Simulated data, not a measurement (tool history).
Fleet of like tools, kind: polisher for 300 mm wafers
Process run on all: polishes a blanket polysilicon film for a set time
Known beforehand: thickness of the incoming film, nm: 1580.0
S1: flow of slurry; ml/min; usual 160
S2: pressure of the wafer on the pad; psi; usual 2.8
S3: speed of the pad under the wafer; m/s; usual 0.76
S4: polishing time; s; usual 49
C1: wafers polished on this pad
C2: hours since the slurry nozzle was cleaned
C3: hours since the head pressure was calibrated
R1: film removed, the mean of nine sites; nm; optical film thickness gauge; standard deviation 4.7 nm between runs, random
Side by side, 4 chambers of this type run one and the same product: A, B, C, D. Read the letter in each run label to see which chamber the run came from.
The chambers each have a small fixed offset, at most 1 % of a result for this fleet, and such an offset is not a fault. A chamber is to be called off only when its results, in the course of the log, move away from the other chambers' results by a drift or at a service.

run   hour   S1   S2    S3  S4    C1     C2      C3      R1
         1  -- chamber C: worn pad replaced by a new one
 1A    6.7  160  2.8  0.76  49    54  160.9   200.8  351.45
      12.2  -- chamber D: worn pad replaced by a new one
 2C   12.8  160  2.8  0.76  49    72  514.5  1324.9  346.28
 3D   22.6  160  2.8  0.76  49    63  129.3   341.9  353.08
 4B   32.4  160  2.8  0.76  49  1207  446.1   685.4  348.37
 5B     41  160  2.8  0.76  49  1260  454.7     694  357.45
      43.7  -- chamber B: slurry nozzle cleaned
      50.3  -- chamber B: worn pad replaced by a new one
 6A   50.4  160  2.8  0.76  49   321  204.6   244.5     357
      52.4  -- chamber C: head pressure recalibrated
 7C   55.7  160  2.8  0.76  49   334  557.4     3.4  354.05
 8D     67  160  2.8  0.76  49   335  173.7   386.3  351.82
 9C   78.7  160  2.8  0.76  49   474  580.4    26.4  354.04
      85.5  -- chamber C: worn pad replaced by a new one
10D   89.7  160  2.1   0.9  49   474  196.4     409  315.86
11B   94.9  160  2.1   0.9  49   272   51.3   747.9  311.07
12A  100.6  160  2.1   0.9  49   628  254.8   294.7  315.47
13C  109.5  160  2.1   0.9  49   147  611.2    57.2  312.28
14A  118.5  160  2.8  0.76  49   737  272.7   312.6  355.85
     126.7  -- chamber C: slurry nozzle cleaned
15D  130.4  160  2.8  0.76  49   722  237.1   449.7  355.09
16B  136.1  160  2.8  0.76  49   524   92.5   789.1  352.77
     138.1  -- chamber A: worn pad replaced by a new one
17A  145.7  160  2.8  0.76  49    46  299.9   339.8  347.66
18C  156.8  160  2.8  0.76  49   436   30.2   104.5  355.15
19B  164.7  160  2.8  0.76  49   699  121.1   817.7  348.21
20D  171.8  160  2.8  0.76  49   975  278.5   491.1  359.16
     175.2  -- chamber D: worn pad replaced by a new one
     176.7  -- chamber D: head pressure recalibrated
21B  182.2  160  2.8  0.76  49   806  138.6   835.2  359.59
     187.4  -- chamber C: worn pad replaced by a new one
22D  187.4  160  2.8  0.76  49    74  294.1    10.8  360.34
23A  198.1  160  2.8  0.76  49   367  352.3   392.2  347.31
24C    207  160  2.8  0.76  49   120   80.4   154.7  344.57
25C  216.8  160  2.8  0.76  49   180   90.2   164.5  348.82
26A  222.1  160  2.8  0.76  49   513  376.3   416.2  355.34
27D  227.4  160  2.8  0.76  49   319  334.1    50.8  357.08
28B  239.2  160  2.8  0.76  49  1154  195.6   892.2  358.09
29D  246.6  160  2.8  0.76  49   436  353.3      70  360.56
30A  254.9  160  2.8  0.76  49   714  409.1     449  354.47
31B  264.1  160  2.8  0.76  49  1306  220.5   917.1  355.22
32C  273.7  160  2.8  0.94  49   527  147.1   221.4  433.92
33C  285.3  160  2.8  0.94  49   598  158.7     233  433.99
34B  291.9  160  2.8  0.94  49  1476  248.3   944.9  436.81
     300.8  -- chamber A: worn pad replaced by a new one
35A  302.6  160  2.8  0.94  49    11  456.8   496.7     443

What goes on in this fleet: one chamber off, a drifting gauge, or nothing beyond the chambers' own small offsets? Name the chamber and the cause, if any.

All chambers stay in line apart from their small fixed offsets, and the gauge does not drift.
